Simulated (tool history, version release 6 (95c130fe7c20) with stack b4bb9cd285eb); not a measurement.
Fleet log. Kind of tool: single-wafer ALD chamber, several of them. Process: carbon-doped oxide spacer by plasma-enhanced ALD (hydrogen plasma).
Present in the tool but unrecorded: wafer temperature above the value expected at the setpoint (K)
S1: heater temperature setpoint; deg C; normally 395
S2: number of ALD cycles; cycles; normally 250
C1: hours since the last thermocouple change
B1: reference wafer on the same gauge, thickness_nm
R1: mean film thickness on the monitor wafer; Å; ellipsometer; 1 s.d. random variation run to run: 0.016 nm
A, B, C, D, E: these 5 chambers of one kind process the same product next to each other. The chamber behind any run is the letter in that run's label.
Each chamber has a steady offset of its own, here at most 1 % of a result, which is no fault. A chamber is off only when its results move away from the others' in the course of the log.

run	hour	S1	S2	C1	B1	R1
1D	7.6	395	250	921.6	10.997	124.74
# hour 12.7: chamber C: thermocouple changed; heater temperature recalibrated
2A	17.4	395	250	383.3	11.004	125.92
3C	22.6	395	250	10.0	11.000	123.88
4E	27.9	395	250	564.7	11.003	125.38
5B	35.6	395	250	1099.4	11.007	125.18
6C	45.4	395	250	32.8	11.007	123.94
7E	56.0	395	250	592.8	11.008	125.10
8D	61.9	395	250	975.9	11.009	125.06
9A	69.8	395	250	435.7	11.014	126.17
10B	74.7	395	250	1138.5	11.012	125.33
11D	80.0	395	250	994.0	11.015	124.83
12A	88.2	395	250	454.1	11.016	125.98
13C	96.9	395	250	84.3	11.014	124.17
14B	107.0	395	250	1170.8	11.018	125.19
15E	114.0	395	250	650.8	11.017	125.33
16E	124.2	395	250	661.0	11.022	125.30
17B	131.4	395	250	1195.2	11.025	125.56
18C	142.0	388	296	129.4	11.019	146.70
19D	149.6	388	296	1063.6	11.026	147.94
20A	158.7	388	296	524.6	11.028	149.71
21C	168.0	388	296	155.4	11.025	146.98
22D	173.7	388	296	1087.7	11.028	148.00
23A	182.7	395	250	548.6	11.029	125.96
24E	187.9	395	250	724.7	11.032	125.57
25B	194.2	395	250	1258.0	11.032	125.18
26C	201.9	395	250	189.3	11.037	124.09
27B	213.0	395	250	1276.8	11.035	125.25
28A	220.2	395	250	586.1	11.039	126.27
29E	230.6	395	250	767.4	11.040	125.57
30D	238.3	395	250	1152.3	11.039	125.44
31D	247.4	395	250	1161.4	11.042	125.50
32B	258.2	395	250	1322.0	11.042	125.39
33E	265.3	395	250	802.1	11.044	125.71
34C	273.0	395	250	260.4	11.043	124.08
35A	281.9	395	250	647.8	11.047	126.47
36D	289.1	395	250	1203.1	11.049	125.50
37C	294.7	395	250	282.1	11.051	124.29
38A	304.2	395	250	670.1	11.049	126.12
39B	314.3	406	276	1378.1	11.051	136.16
40E	325.3	406	276	862.1	11.058	136.24
41A	335.3	406	276	701.2	11.053	135.78
42D	345.9	406	276	1259.9	11.059	136.22

Decide between three cases: one chamber stands off from its peers, the gauge reading all wafers drifts, or nothing is wrong past each chamber's small offset. Where a chamber is off, say which and what most likely put it there.

The shared gauge is drifting. All chambers look as if they move in step, but none is off.
Most likely cause: gauge reads high (%) = 0.53.
